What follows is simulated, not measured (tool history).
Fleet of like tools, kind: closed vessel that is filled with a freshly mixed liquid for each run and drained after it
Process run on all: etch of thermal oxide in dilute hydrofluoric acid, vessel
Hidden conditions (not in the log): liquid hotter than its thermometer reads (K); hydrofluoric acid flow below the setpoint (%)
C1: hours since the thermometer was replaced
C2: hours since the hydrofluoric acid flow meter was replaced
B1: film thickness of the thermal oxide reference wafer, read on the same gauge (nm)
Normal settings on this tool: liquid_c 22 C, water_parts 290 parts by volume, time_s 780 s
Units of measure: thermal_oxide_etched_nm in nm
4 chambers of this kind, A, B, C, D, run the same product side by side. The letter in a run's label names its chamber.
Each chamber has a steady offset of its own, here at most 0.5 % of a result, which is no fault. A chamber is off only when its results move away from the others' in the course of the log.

run 1A hour=5.7 | liquid_c=22 water_parts=290 time_s=780 | C1=423.3 C2=463.8 | B1=30.019 | thermal_oxide_etched_nm=9.6849
run 2C hour=9.4 | liquid_c=22 water_parts=290 time_s=780 | C1=2880.3 C2=1512.3 | B1=29.981 | thermal_oxide_etched_nm=9.8064
run 3D hour=13.8 | liquid_c=22 water_parts=290 time_s=780 | C1=2036.7 C2=148.3 | B1=30.007 | thermal_oxide_etched_nm=9.7986
run 4B hour=18.5 | liquid_c=22 water_parts=290 time_s=780 | C1=2566.3 C2=1009.8 | B1=29.978 | thermal_oxide_etched_nm=9.7149
run 5C hour=24.5 | liquid_c=22 water_parts=290 time_s=780 | C1=2895.4 C2=1527.4 | B1=30.02 | thermal_oxide_etched_nm=9.8605
run 6B hour=28.9 | liquid_c=22 water_parts=290 time_s=780 | C1=2576.7 C2=1020.2 | B1=30.003 | thermal_oxide_etched_nm=9.7159
run 7D hour=35.3 | liquid_c=25.5 water_parts=290 time_s=780 | C1=2058.2 C2=169.8 | B1=29.984 | thermal_oxide_etched_nm=11.001
run 8A hour=39.6 | liquid_c=25.5 water_parts=290 time_s=780 | C1=457.2 C2=497.7 | B1=29.988 | thermal_oxide_etched_nm=10.969
run 9D hour=45.9 | liquid_c=25.5 water_parts=290 time_s=780 | C1=2068.8 C2=180.4 | B1=30.018 | thermal_oxide_etched_nm=11.137
run 10A hour=49.6 | liquid_c=25.5 water_parts=290 time_s=780 | C1=467.2 C2=507.7 | B1=30.013 | thermal_oxide_etched_nm=10.972
run 11B hour=53 | liquid_c=22 water_parts=290 time_s=780 | C1=2600.8 C2=1044.3 | B1=30.001 | thermal_oxide_etched_nm=9.7108
run 12C hour=58.8 | liquid_c=22 water_parts=290 time_s=780 | C1=2929.7 C2=1561.7 | B1=29.994 | thermal_oxide_etched_nm=9.8175
run 13C hour=64.6 | liquid_c=22 water_parts=290 time_s=780 | C1=2935.5 C2=1567.5 | B1=29.995 | thermal_oxide_etched_nm=9.9096
run 14D hour=67.8 | liquid_c=22 water_parts=290 time_s=780 | C1=2090.7 C2=202.3 | B1=29.994 | thermal_oxide_etched_nm=9.8753
run 15B hour=74.2 | liquid_c=22 water_parts=290 time_s=780 | C1=2622 C2=1065.5 | B1=30.009 | thermal_oxide_etched_nm=9.644
run 16A hour=80.1 | liquid_c=22 water_parts=290 time_s=780 | C1=497.7 C2=538.2 | B1=30.033 | thermal_oxide_etched_nm=9.7404
run 17A hour=84.8 | liquid_c=22 water_parts=290 time_s=780 | C1=502.4 C2=542.9 | B1=29.965 | thermal_oxide_etched_nm=9.7228
run 18B hour=88.8 | liquid_c=22 water_parts=290 time_s=780 | C1=2636.6 C2=1080.1 | B1=30.02 | thermal_oxide_etched_nm=9.6973
-- hour=89.2 chamber D: thermometer replaced
run 19D hour=93.9 | liquid_c=22 water_parts=290 time_s=375 | C1=4.7 C2=228.4 | B1=29.975 | thermal_oxide_etched_nm=4.6345
-- hour=94.4 chamber B: thermometer replaced
run 20C hour=96.9 | liquid_c=22 water_parts=290 time_s=375 | C1=2967.8 C2=1599.8 | B1=29.982 | thermal_oxide_etched_nm=4.7127
run 21D hour=101 | liquid_c=22 water_parts=290 time_s=375 | C1=11.8 C2=235.5 | B1=29.996 | thermal_oxide_etched_nm=4.6103
run 22C hour=104 | liquid_c=22 water_parts=290 time_s=375 | C1=2974.9 C2=1606.9 | B1=29.991 | thermal_oxide_etched_nm=4.7292
run 23B hour=109.2 | liquid_c=22 water_parts=290 time_s=780 | C1=14.9 C2=1100.5 | B1=29.995 | thermal_oxide_etched_nm=9.6364
run 24A hour=114.8 | liquid_c=22 water_parts=290 time_s=780 | C1=532.4 C2=572.9 | B1=29.991 | thermal_oxide_etched_nm=9.8415
run 25B hour=119.9 | liquid_c=22 water_parts=290 time_s=780 | C1=25.6 C2=1111.2 | B1=30.001 | thermal_oxide_etched_nm=9.6929
run 26D hour=124 | liquid_c=19 water_parts=290 time_s=1135 | C1=34.8 C2=258.5 | B1=30.003 | thermal_oxide_etched_nm=12.322
run 27C hour=128.7 | liquid_c=19 water_parts=290 time_s=1135 | C1=2999.6 C2=1631.6 | B1=30.02 | thermal_oxide_etched_nm=12.736
run 28A hour=132.4 | liquid_c=19 water_parts=290 time_s=1135 | C1=550 C2=590.5 | B1=30.004 | thermal_oxide_etched_nm=12.694
run 29C hour=136.9 | liquid_c=19 water_parts=290 time_s=1135 | C1=3007.8 C2=1639.8 | B1=30 | thermal_oxide_etched_nm=12.777
run 30B hour=141.1 | liquid_c=22 water_parts=290 time_s=780 | C1=46.8 C2=1132.4 | B1=30.017 | thermal_oxide_etched_nm=9.8697
run 31A hour=147.3 | liquid_c=22 water_parts=290 time_s=780 | C1=564.9 C2=605.4 | B1=29.99 | thermal_oxide_etched_nm=9.7899
run 32D hour=151.2 | liquid_c=19.5 water_parts=290 time_s=985 | C1=62 C2=285.7 | B1=29.983 | thermal_oxide_etched_nm=10.836
run 33C hour=157 | liquid_c=19.5 water_parts=290 time_s=985 | C1=3027.9 C2=1659.9 | B1=30.005 | thermal_oxide_etched_nm=11.293
run 34A hour=162.4 | liquid_c=19.5 water_parts=290 time_s=985 | C1=580 C2=620.5 | B1=30.049 | thermal_oxide_etched_nm=11.168
run 35D hour=167.4 | liquid_c=19.5 water_parts=290 time_s=985 | C1=78.2 C2=301.9 | B1=30.005 | thermal_oxide_etched_nm=10.895
run 36B hour=173.3 | liquid_c=22 water_parts=290 time_s=780 | C1=79 C2=1164.6 | B1=30.015 | thermal_oxide_etched_nm=9.8165
run 37D hour=179.8 | liquid_c=22 water_parts=415 time_s=780 | C1=90.6 C2=314.3 | B1=29.987 | thermal_oxide_etched_nm=5.8474
run 38C hour=185.6 | liquid_c=22 water_parts=415 time_s=780 | C1=3056.5 C2=1688.5 | B1=29.968 | thermal_oxide_etched_nm=6.1495
run 39A hour=191.8 | liquid_c=22 water_parts=415 time_s=780 | C1=609.4 C2=649.9 | B1=29.949 | thermal_oxide_etched_nm=5.9971
run 40B hour=197.8 | liquid_c=22 water_parts=415 time_s=780 | C1=103.5 C2=1189.1 | B1=29.995 | thermal_oxide_etched_nm=6.0102
run 41C hour=202.9 | liquid_c=22 water_parts=290 time_s=1010 | C1=3073.8 C2=1705.8 | B1=30.007 | thermal_oxide_etched_nm=12.657
run 42D hour=209.2 | liquid_c=22 water_parts=290 time_s=1010 | C1=120 C2=343.7 | B1=29.976 | thermal_oxide_etched_nm=11.931
run 43B hour=212.3 | liquid_c=22 water_parts=290 time_s=1010 | C1=118 C2=1203.6 | B1=30.01 | thermal_oxide_etched_nm=12.546

For the next run the whole fleet of 4 chambers uses the same settings. Give each chamber's results:
run 44A hour=217.1 | liquid_c=22 water_parts=400 time_s=780 | thermal_oxide_etched_nm=?
run 44B hour=217.1 | liquid_c=22 water_parts=400 time_s=780 | thermal_oxide_etched_nm=?
run 44C hour=217.1 | liquid_c=22 water_parts=400 time_s=780 | thermal_oxide_etched_nm=?
run 44D hour=217.1 | liquid_c=22 water_parts=400 time_s=780 | thermal_oxide_etched_nm=?

run=44A thermal_oxide_etched_nm=6.379
run=44B thermal_oxide_etched_nm=6.393
run=44C thermal_oxide_etched_nm=6.475
run=44D thermal_oxide_etched_nm=6.0905

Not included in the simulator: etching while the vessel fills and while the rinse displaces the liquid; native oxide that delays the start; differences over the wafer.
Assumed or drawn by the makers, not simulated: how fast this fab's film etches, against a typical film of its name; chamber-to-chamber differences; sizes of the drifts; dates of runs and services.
